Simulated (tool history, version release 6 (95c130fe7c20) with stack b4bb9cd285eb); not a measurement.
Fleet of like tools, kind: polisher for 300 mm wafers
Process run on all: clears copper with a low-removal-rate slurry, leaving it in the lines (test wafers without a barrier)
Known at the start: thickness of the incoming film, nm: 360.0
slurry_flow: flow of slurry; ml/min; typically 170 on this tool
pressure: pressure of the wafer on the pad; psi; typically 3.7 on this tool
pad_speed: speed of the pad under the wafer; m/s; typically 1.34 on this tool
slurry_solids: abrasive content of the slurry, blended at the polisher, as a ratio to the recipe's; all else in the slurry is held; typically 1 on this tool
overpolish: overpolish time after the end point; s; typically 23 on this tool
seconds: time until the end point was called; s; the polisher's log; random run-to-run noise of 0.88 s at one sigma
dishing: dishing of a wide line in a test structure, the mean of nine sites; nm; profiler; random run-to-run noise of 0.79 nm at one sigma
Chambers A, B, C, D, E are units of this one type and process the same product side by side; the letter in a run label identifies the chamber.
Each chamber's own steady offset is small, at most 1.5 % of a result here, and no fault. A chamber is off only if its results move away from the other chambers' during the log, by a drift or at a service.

run   hour  slurry_flow  pressure  pad_speed  slurry_solids  overpolish  wafers polished on this pad  hours since the slurry nozzle was cleaned  hours since the head pressure was calibrated  hours since the slurry blender was calibrated  seconds  dishing
       4.7  -- chamber B: worn pad replaced by a new one
 1A   10.1          170       3.7       1.34              1          23                          782                                      338.7                                          18.2                                           65.9   64.026   62.925
      10.6  -- chamber C: worn pad replaced by a new one
      16.6  -- chamber E: worn pad replaced by a new one
 2D   21.6          170       3.7       1.34              1          23                          186                                      194.8                                         537.1                                           99.1   64.889   64.152
 3E   27.7          170       3.7       1.34              1          23                           60                                       58.4                                         486.8                                          359.2   63.287   65.175
      28.0  -- chamber B: head pressure recalibrated
 4C   38.0          170       3.7       1.34              1          23                          149                                      388.5                                         409.8                                          244.2   64.691   61.701
 5B   43.7          170       3.7       1.34              1          23                          212                                      125.4                                          15.8                                          343.2   66.191   62.184
 6E   53.5          170       3.7       1.34              1          23                          201                                       84.2                                         512.6                                          385.0   63.435   64.170
 7A   66.0          170       3.7       1.34              1          23                         1087                                      394.6                                          74.1                                          121.8   62.261   64.630
      74.2  -- chamber E: slurry blender recalibrated
 8D   76.4          170       3.7       1.34              1          23                          485                                      249.6                                         591.9                                          153.9   63.127   61.327
      83.2  -- chamber A: worn pad replaced by a new one
 9C   85.5          170       3.7       1.34              1          23                          408                                      436.0                                         457.3                                          291.7   64.343   61.197
10B   97.3          170       3.7       1.34              1          23                          504                                      179.0                                          69.4                                          396.8   64.566   62.629
     104.1  -- chamber D: worn pad replaced by a new one
11B  104.5          170       3.7       1.34              1          23                          544                                      186.2                                          76.6                                          404.0   64.619   64.201
12D  116.4          170       3.7       1.34              1          23                           67                                      289.6                                         631.9                                          193.9   63.288   63.054
     119.7  -- chamber E: head pressure recalibrated
13C  122.2          170       3.7       1.34              1          23                          608                                      472.7                                         494.0                                          328.4   66.596   62.594
14E  128.0          170       3.7       1.34              1          23                          607                                      158.7                                           8.4                                           53.9   57.158   66.166
15A  136.0          170       3.7       1.34              1          23                          287                                      464.6                                         144.1                                          191.8   64.251   64.878
16D  142.3          170       3.7       1.58              1          23                          208                                      315.5                                         657.8                                          219.8   53.364   69.866
17E  154.2          170       3.7       1.58              1          23                          749                                      184.9                                          34.6                                           80.1   49.498   74.367
18C  163.1          170       3.7       1.58              1          23                          831                                      513.6                                         534.9                                          369.3   53.302   69.674
     171.1  -- chamber C: worn pad replaced by a new one
19B  171.1          170       3.7       1.58              1          23                          906                                      252.8                                         143.2                                          470.6   54.864   68.725
     177.7  -- chamber E: worn pad replaced by a new one
20A  179.9          170       3.7       1.58              1          23                          527                                      508.5                                         188.0                                          235.7   54.607   70.655
     182.3  -- chamber B: slurry blender recalibrated
     189.7  -- chamber B: worn pad replaced by a new one
21D  190.8          140       3.7       1.34              1          34                          472                                      364.0                                         706.3                                          268.3   66.423   75.462
22E  203.4          140       3.7       1.34              1          34                          140                                      234.1                                          83.8                                          129.3   61.103   79.531
     213.1  -- chamber B: slurry nozzle cleaned
23B  214.2          140       3.7       1.34              1          34                          133                                        1.1                                         186.3                                           32.0   65.737   77.888
     219.6  -- chamber C: slurry blender recalibrated
24C  222.7          140       3.7       1.34              1          34                          281                                      573.2                                         594.5                                            3.1   66.340   73.127
     229.7  -- chamber D: slurry blender recalibrated
25A  234.2          140       3.7       1.34              1          34                          823                                      562.8                                         242.3                                          290.0   66.381   75.778
     235.8  -- chamber D: worn pad replaced by a new one
26E  243.6          170       3.7       1.34              1          23                          359                                      274.3                                         124.0                                          169.5   58.155   67.600
27A  251.7          170       3.7       1.34              1          23                          918                                      580.3                                         259.8                                          307.5   63.795   64.334
28C  259.2          170       3.7       1.34              1          23                          480                                      609.7                                         631.0                                           39.6   65.294   62.825
29B  266.8          170       3.7       1.34              1          23                          420                                       53.7                                         238.9                                           84.6   66.855   63.542
     268.5  -- chamber C: slurry nozzle cleaned
30D  277.3          170       3.7       1.34              1          23                          226                                      450.5                                         792.8                                           47.6   64.341   64.528
31D  287.9          170       3.7       1.34              1          23                          284                                      461.1                                         803.4                                           58.2   63.432   62.792
32C  300.0          170       3.7       1.34              1          23                          702                                       31.5                                         671.8                                           80.4   63.744   61.786
33A  308.3          170       3.7       1.34              1          23                         1226                                      636.9                                         316.4                                          364.1   65.431   62.681
     317.2  -- chamber A: worn pad replaced by a new one
34E  318.5          170       3.7       1.34              1          23                          767                                      349.2                                         198.9                                          244.4   59.340   66.761
     328.1  -- chamber C: worn pad replaced by a new one
35B  330.2          170       3.7       1.34              1          15                          765                                      117.1                                         302.3                                          148.0   66.104   49.187
     338.6  -- chamber D: worn pad replaced by a new one
36C  340.6          170       3.7       1.34              1          15                           68                                       72.1                                         712.4                                          121.0   65.339   46.688
37D  347.0          170       3.7       1.34              1          15                           45                                      520.2                                         862.5                                          117.3   63.555   49.166
     353.0  -- chamber E: worn pad replaced by a new one
38A  356.3          170       3.7       1.34              1          15                          213                                      684.9                                         364.4                                          412.1   64.289   48.019
39E  366.5          170       3.7       1.34              1          15                           73                                      397.2                                         246.9                                          292.4   58.075   51.789
     370.4  -- chamber D: slurry nozzle cleaned
40B  378.8          170       3.7       1.34              1          23                         1030                                      165.7                                         350.9                                          196.6   65.689   62.181
41E  387.6          170       3.7       1.34              1          33                          188                                      418.3                                         268.0                                          313.5   57.474   81.166
42D  394.2          170       3.7       1.34              1          33                          303                                       23.9                                         909.7                                          164.5   63.865   74.908

The same settings go to every chamber for the next run, one line per chamber below. Forecast the results for each:
43A  403.5          170       3.7       1.34              1          23                                                                                                                                                                             ?        ?
43B  403.5          170       3.7       1.34              1          23                                                                                                                                                                             ?        ?
43C  403.5          170       3.7       1.34              1          23                                                                                                                                                                             ?        ?
43D  403.5          170       3.7       1.34              1          23                                                                                                                                                                             ?        ?
43E  403.5          170       3.7       1.34              1          23                                                                                                                                                                             ?        ?

run  seconds  dishing
43A   63.910   62.769
43B   65.092   63.461
43C   66.022   62.735
43D   62.869   65.223
43E   57.496   68.671

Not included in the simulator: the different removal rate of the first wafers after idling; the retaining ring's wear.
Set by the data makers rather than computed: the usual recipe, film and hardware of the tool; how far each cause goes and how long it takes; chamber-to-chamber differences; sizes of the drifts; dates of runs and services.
